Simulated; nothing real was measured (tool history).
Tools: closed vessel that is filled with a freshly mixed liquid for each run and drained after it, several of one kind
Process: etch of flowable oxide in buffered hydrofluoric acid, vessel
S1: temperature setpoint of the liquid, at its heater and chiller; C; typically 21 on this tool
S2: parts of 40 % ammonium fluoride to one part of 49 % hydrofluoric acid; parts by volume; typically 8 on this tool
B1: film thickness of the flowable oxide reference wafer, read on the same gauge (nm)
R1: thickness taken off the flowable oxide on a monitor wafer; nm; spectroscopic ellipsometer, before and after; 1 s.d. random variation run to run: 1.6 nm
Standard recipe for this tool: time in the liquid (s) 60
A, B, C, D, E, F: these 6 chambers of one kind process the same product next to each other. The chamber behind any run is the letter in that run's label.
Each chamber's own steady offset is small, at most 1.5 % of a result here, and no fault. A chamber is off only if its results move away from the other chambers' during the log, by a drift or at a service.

{"run": "1A", "hour": 5.3, "S1": 21, "S2": 8, "time in the liquid (s)": 60, "B1": 79.972, "R1": 166.2}
{"run": "2B", "hour": 9.7, "S1": 21, "S2": 8, "time in the liquid (s)": 60, "B1": 79.99, "R1": 164.99}
{"run": "3C", "hour": 14.8, "S1": 21, "S2": 8, "time in the liquid (s)": 60, "B1": 79.973, "R1": 166.31}
{"run": "4E", "hour": 20.1, "S1": 21, "S2": 8, "time in the liquid (s)": 60, "B1": 79.97, "R1": 168.92}
{"run": "5D", "hour": 28.2, "S1": 21, "S2": 8, "time in the liquid (s)": 60, "B1": 79.995, "R1": 166.56}
{"run": "6F", "hour": 36.0, "S1": 21, "S2": 8, "time in the liquid (s)": 60, "B1": 80.005, "R1": 168.24}
{"run": "7E", "hour": 42.1, "S1": 21, "S2": 8, "time in the liquid (s)": 60, "B1": 80.003, "R1": 162.68}
{"run": "8A", "hour": 50.5, "S1": 21, "S2": 8, "time in the liquid (s)": 60, "B1": 80.032, "R1": 170.89}
{"run": "9F", "hour": 59.5, "S1": 21, "S2": 8, "time in the liquid (s)": 60, "B1": 79.983, "R1": 169.29}
{"run": "10B", "hour": 63.6, "S1": 21, "S2": 8, "time in the liquid (s)": 60, "B1": 79.996, "R1": 167.54}
{"run": "11D", "hour": 71.9, "S1": 21, "S2": 8, "time in the liquid (s)": 60, "B1": 79.974, "R1": 162.81}
{"run": "12C", "hour": 80.1, "S1": 21, "S2": 8, "time in the liquid (s)": 60, "B1": 80.012, "R1": 165.68}
{"run": "13A", "hour": 88.5, "S1": 21, "S2": 8, "time in the liquid (s)": 60, "B1": 80.021, "R1": 168.96}
{"run": "14B", "hour": 97.8, "S1": 21, "S2": 8, "time in the liquid (s)": 60, "B1": 80.016, "R1": 166.51}
{"run": "15D", "hour": 106.8, "S1": 21, "S2": 8, "time in the liquid (s)": 60, "B1": 79.962, "R1": 157.53}
{"run": "16F", "hour": 113.0, "S1": 21, "S2": 8, "time in the liquid (s)": 60, "B1": 79.997, "R1": 164.2}
{"run": "17C", "hour": 120.2, "S1": 21, "S2": 8, "time in the liquid (s)": 60, "B1": 80, "R1": 164.73}
{"run": "18E", "hour": 124.9, "S1": 21, "S2": 8, "time in the liquid (s)": 60, "B1": 80.025, "R1": 167.02}
{"run": "19C", "hour": 130.0, "S1": 21, "S2": 8, "time in the liquid (s)": 60, "B1": 80.011, "R1": 165.36}
{"run": "20A", "hour": 134.6, "S1": 21, "S2": 8, "time in the liquid (s)": 60, "B1": 80.005, "R1": 167.81}
{"run": "21D", "hour": 139.4, "S1": 21, "S2": 8, "time in the liquid (s)": 60, "B1": 80.02, "R1": 156.67}
{"run": "22B", "hour": 145.0, "S1": 21, "S2": 8, "time in the liquid (s)": 60, "B1": 80.015, "R1": 169.12}
{"run": "23E", "hour": 151.6, "S1": 21, "S2": 8, "time in the liquid (s)": 60, "B1": 80.007, "R1": 165.59}
{"run": "24F", "hour": 155.9, "S1": 21, "S2": 8, "time in the liquid (s)": 60, "B1": 80.016, "R1": 168.65}
{"run": "25E", "hour": 161.2, "S1": 21, "S2": 8, "time in the liquid (s)": 60, "B1": 80.002, "R1": 167.19}
{"run": "26C", "hour": 165.2, "S1": 21, "S2": 8, "time in the liquid (s)": 60, "B1": 79.999, "R1": 164.03}
{"run": "27F", "hour": 173.0, "S1": 21, "S2": 8, "time in the liquid (s)": 60, "B1": 80.016, "R1": 168.87}
{"run": "28A", "hour": 177.2, "S1": 21, "S2": 8, "time in the liquid (s)": 60, "B1": 79.991, "R1": 168.36}
{"run": "29B", "hour": 181.7, "S1": 21, "S2": 8, "time in the liquid (s)": 60, "B1": 80.009, "R1": 169.55}
{"run": "30D", "hour": 189.9, "S1": 23.5, "S2": 8, "time in the liquid (s)": 60, "B1": 79.998, "R1": 178.83}
{"run": "31C", "hour": 194.5, "S1": 23.5, "S2": 8, "time in the liquid (s)": 60, "B1": 79.978, "R1": 190.06}
{"hour": 199.9, "done": "chamber E: hydrofluoric acid flow meter replaced"}
{"run": "32B", "hour": 202.1, "S1": 23.5, "S2": 8, "time in the liquid (s)": 60, "B1": 80.009, "R1": 194.09}
{"run": "33D", "hour": 207.0, "S1": 23.5, "S2": 8, "time in the liquid (s)": 60, "B1": 80.029, "R1": 174.26}
{"run": "34E", "hour": 214.8, "S1": 23.5, "S2": 8, "time in the liquid (s)": 60, "B1": 79.998, "R1": 192.06}
{"run": "35F", "hour": 222.8, "S1": 23.5, "S2": 8, "time in the liquid (s)": 60, "B1": 80.022, "R1": 190.53}
{"run": "36A", "hour": 229.1, "S1": 21, "S2": 8, "time in the liquid (s)": 60, "B1": 79.988, "R1": 168.35}
{"run": "37B", "hour": 237.1, "S1": 21, "S2": 8, "time in the liquid (s)": 60, "B1": 79.966, "R1": 167.32}
{"run": "38C", "hour": 245.0, "S1": 21, "S2": 8, "time in the liquid (s)": 60, "B1": 79.967, "R1": 165.68}
{"run": "39D", "hour": 254.0, "S1": 21, "S2": 8, "time in the liquid (s)": 60, "B1": 80.028, "R1": 149.83}
{"run": "40E", "hour": 261.5, "S1": 21, "S2": 8, "time in the liquid (s)": 60, "B1": 79.982, "R1": 169.31}
{"run": "41F", "hour": 270.0, "S1": 21, "S2": 8, "time in the liquid (s)": 60, "B1": 80.001, "R1": 168.57}
{"run": "42A", "hour": 276.0, "S1": 21, "S2": 8, "time in the liquid (s)": 60, "B1": 79.987, "R1": 169.11}

All chambers now run identical settings, listed one chamber a line with results as question marks. What results will each chamber show?
{"run": "43A", "hour": 282.7, "S1": 21, "S2": 8, "time in the liquid (s)": 60, "R1": "?"}
{"run": "43B", "hour": 282.7, "S1": 21, "S2": 8, "time in the liquid (s)": 60, "R1": "?"}
{"run": "43C", "hour": 282.7, "S1": 21, "S2": 8, "time in the liquid (s)": 60, "R1": "?"}
{"run": "43D", "hour": 282.7, "S1": 21, "S2": 8, "time in the liquid (s)": 60, "R1": "?"}
{"run": "43E", "hour": 282.7, "S1": 21, "S2": 8, "time in the liquid (s)": 60, "R1": "?"}
{"run": "43F", "hour": 282.7, "S1": 21, "S2": 8, "time in the liquid (s)": 60, "R1": "?"}

run=43A R1=168.46
run=43B R1=167.75
run=43C R1=166.04
run=43D R1=146.8
run=43E R1=166.01
run=43F R1=165.36

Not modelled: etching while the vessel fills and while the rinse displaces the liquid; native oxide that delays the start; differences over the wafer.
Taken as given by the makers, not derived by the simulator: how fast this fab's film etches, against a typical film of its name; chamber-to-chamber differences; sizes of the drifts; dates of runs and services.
